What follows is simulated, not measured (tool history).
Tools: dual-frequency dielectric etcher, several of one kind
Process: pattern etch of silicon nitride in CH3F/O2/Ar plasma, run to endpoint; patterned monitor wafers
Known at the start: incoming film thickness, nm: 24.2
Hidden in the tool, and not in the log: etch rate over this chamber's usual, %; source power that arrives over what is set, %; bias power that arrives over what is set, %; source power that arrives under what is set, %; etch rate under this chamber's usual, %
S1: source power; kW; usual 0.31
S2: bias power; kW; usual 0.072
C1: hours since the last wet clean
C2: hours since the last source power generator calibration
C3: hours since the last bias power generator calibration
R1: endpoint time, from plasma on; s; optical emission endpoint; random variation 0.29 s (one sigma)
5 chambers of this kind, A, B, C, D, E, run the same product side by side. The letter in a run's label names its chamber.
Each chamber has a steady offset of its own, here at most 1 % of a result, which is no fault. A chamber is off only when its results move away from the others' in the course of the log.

run	hour	S1	S2	C1	C2	C3	R1
1A	2.1	0.31	0.072	141.5	1493.7	286	38.708
2E	6.1	0.31	0.072	654.5	433	1079.2	38.65
3C	8.6	0.31	0.072	327.6	305.7	707	38.826
4D	10.6	0.31	0.072	22	3152.7	2565.5	37.859
5B	14.5	0.31	0.072	298.3	3480.2	1425.7	38.268
# hour 16.1: chamber E: wet clean of the chamber
6A	17.6	0.31	0.072	157	1509.2	301.5	38.907
7B	21.8	0.31	0.072	305.6	3487.5	1433	38.365
8C	25.5	0.31	0.072	344.5	322.6	723.9	39.031
9D	29.8	0.31	0.072	41.2	3171.9	2584.7	38.636
10E	32.2	0.31	0.072	16.2	459.1	1105.3	38.423
11D	36.3	0.31	0.072	47.7	3178.4	2591.2	38.42
12A	39.9	0.31	0.072	179.3	1531.5	323.8	38.835
13B	44.2	0.31	0.072	328	3509.9	1455.4	38.568
14C	47.6	0.31	0.072	366.6	344.7	746	38.907
15E	51.6	0.31	0.072	35.6	478.5	1124.7	38.807
16C	54.2	0.31	0.072	373.2	351.3	752.6	38.717
17E	57.8	0.31	0.072	41.8	484.7	1130.9	37.972
18D	60.7	0.31	0.072	72.1	3202.8	2615.6	37.753
19A	63.6	0.31	0.072	203	1555.2	347.5	38.501
20B	66.6	0.31	0.06	350.4	3532.3	1477.8	40.736
21A	71.4	0.31	0.06	210.8	1563	355.3	41.381
22B	75.2	0.31	0.06	359	3540.9	1486.4	40.72
23D	79.8	0.31	0.06	91.2	3221.9	2634.7	41.256
24C	82	0.31	0.06	401	379.1	780.4	41.519
25E	85.4	0.31	0.072	69.4	512.3	1158.5	38.608
26B	89.3	0.31	0.072	373.1	3555	1500.5	38.414
27A	93.5	0.31	0.072	232.9	1585.1	377.4	38.931
28D	95.6	0.31	0.072	107	3237.7	2650.5	37.77
29C	100.2	0.31	0.072	419.2	397.3	798.6	38.52
30E	102.9	0.31	0.072	86.9	529.8	1176	38.575
31D	105.6	0.31	0.072	117	3247.7	2660.5	37.745
32E	109.5	0.31	0.072	93.5	536.4	1182.6	37.755
33C	112	0.31	0.072	431	409.1	810.4	38.842
34A	115.6	0.25	0.077	255	1607.2	399.5	40.785
35B	119.9	0.25	0.077	403.7	3585.6	1531.1	40.855
36B	122.9	0.25	0.077	406.7	3588.6	1534.1	40.913
37D	126	0.25	0.077	137.4	3268.1	2680.9	40.291
38C	129.2	0.25	0.077	448.2	426.3	827.6	41.179
39E	131.8	0.31	0.087	115.8	558.7	1204.9	36.331
40A	134.6	0.31	0.087	274	1626.2	418.5	35.784
41E	137.9	0.31	0.087	121.9	564.8	1211	36.092

All 5 chambers run these settings next. Forecast each chamber's results:
42A	141.3	0.31	0.072				?
42B	141.3	0.31	0.072				?
42C	141.3	0.31	0.072				?
42D	141.3	0.31	0.072				?
42E	141.3	0.31	0.072				?

run	R1
42A	38.208
42B	38.916
42C	39.039
42D	37.971
42E	38.216

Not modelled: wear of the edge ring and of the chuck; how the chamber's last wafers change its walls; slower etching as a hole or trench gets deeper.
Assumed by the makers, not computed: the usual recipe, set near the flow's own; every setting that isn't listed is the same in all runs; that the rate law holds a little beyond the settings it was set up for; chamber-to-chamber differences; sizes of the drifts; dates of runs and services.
